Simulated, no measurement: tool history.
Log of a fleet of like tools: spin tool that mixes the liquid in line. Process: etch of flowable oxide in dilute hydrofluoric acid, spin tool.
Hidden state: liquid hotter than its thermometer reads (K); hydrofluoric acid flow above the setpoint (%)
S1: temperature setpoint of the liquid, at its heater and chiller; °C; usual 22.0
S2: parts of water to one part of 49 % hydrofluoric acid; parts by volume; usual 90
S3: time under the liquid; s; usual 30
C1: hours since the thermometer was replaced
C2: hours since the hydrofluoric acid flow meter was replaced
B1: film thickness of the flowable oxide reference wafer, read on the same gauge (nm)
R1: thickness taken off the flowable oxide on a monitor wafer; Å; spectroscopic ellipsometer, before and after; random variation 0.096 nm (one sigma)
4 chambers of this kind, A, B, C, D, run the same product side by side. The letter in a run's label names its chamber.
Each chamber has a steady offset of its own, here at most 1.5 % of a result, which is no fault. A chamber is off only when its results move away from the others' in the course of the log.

run	hour	S1	S2	S3	C1	C2	B1	R1
1A	4.8	22.0	90	30	819.0	1401.1	140.00	105.070
2C	9.8	22.0	90	30	503.1	1980.8	140.02	105.290
3B	14.2	22.0	90	30	2023.1	1870.4	140.00	106.410
4D	19.0	22.0	90	30	1754.2	692.4	139.99	106.910
5A	22.7	22.0	90	30	836.9	1419.0	140.01	104.720
6C	25.8	22.0	90	30	519.1	1996.8	139.97	105.270
7B	28.7	22.0	90	30	2037.6	1884.9	139.99	105.680
8D	31.6	22.0	90	30	1766.8	705.0	140.02	106.150
9B	36.5	22.0	90	30	2045.4	1892.7	139.98	105.780
10D	39.7	20.0	90	45	1774.9	713.1	140.03	145.630
11A	43.8	20.0	90	45	858.0	1440.1	139.98	147.400
12C	46.5	20.0	90	45	539.8	2017.5	139.99	145.300
13D	50.0	20.0	90	45	1785.2	723.4	139.98	145.420
14C	55.0	22.0	90	30	548.3	2026.0	139.97	106.220
15B	59.3	22.0	90	30	2068.2	1915.5	139.99	104.110
16A	61.8	22.0	120	30	876.0	1458.1	140.00	76.068
17C	64.1	22.0	120	30	557.4	2035.1	140.01	76.324
18B	67.9	22.0	120	30	2076.8	1924.1	139.99	76.443
19A	70.9	22.0	120	30	885.1	1467.2	140.03	76.364
20D	74.6	19.5	70	30	1809.8	748.0	140.03	125.070
21C	79.4	19.5	70	30	572.7	2050.4	139.99	127.830
22D	83.5	19.5	70	30	1818.7	756.9	139.98	124.450
23B	86.0	19.5	70	30	2094.9	1942.2	139.99	126.570
24A	90.8	22.0	90	45	905.0	1487.1	140.00	157.340
25A	93.3	22.0	90	45	907.5	1489.6	139.99	159.380
26D	97.5	22.0	90	45	1832.7	770.9	139.97	159.500
27B	102.4	22.0	90	45	2111.3	1958.6	140.01	160.530
28C	106.5	22.0	90	30	599.8	2077.5	140.02	109.210
29A	111.0	22.0	90	30	925.2	1507.3	140.01	104.170
30B	114.8	22.0	90	30	2123.7	1971.0	140.00	106.210
31C	119.5	22.0	90	30	612.8	2090.5	139.99	110.510
32D	123.9	22.0	90	30	1859.1	797.3	139.97	107.520
33A	127.8	22.0	90	30	942.0	1524.1	140.01	104.030
34B	131.5	22.0	90	30	2140.4	1987.7	139.98	106.190
35C	134.6	22.0	90	30	627.9	2105.6	140.00	110.560
36D	139.0	22.0	90	30	1874.2	812.4	140.00	107.630
37A	141.9	22.0	90	30	956.1	1538.2	139.99	105.680

What goes on in this fleet: one chamber off, a drifting gauge, or nothing beyond the chambers' own small offsets? Name the chamber and the cause, if any.

Chamber C drifts away from the others.
Cause: liquid hotter than its thermometer reads (K) = 1.4.
The log may not tell that from: hydrofluoric acid flow above the setpoint (%).

Here are 4 candidates for chamber C's next run, each the usual settings with a change, their results left as question marks. Which one brings its results back in line with what the others give on the usual settings?
In line means no further than this from the other chambers' mean on the usual settings: R1 3.400 Å
38C-1	145.8	23.0	90	30				?
38C-2	145.8	22.0	100	30				?
38C-3	145.8	24.5	90	30				?
38C-4	145.8	22.0	95	30				?

The other chambers' mean on the usual settings: R1 106.150 Å
run	R1
38C-1	115.780
38C-2	98.856
38C-3	122.890
38C-4	104.700
38C-4 brings the chamber back in line.

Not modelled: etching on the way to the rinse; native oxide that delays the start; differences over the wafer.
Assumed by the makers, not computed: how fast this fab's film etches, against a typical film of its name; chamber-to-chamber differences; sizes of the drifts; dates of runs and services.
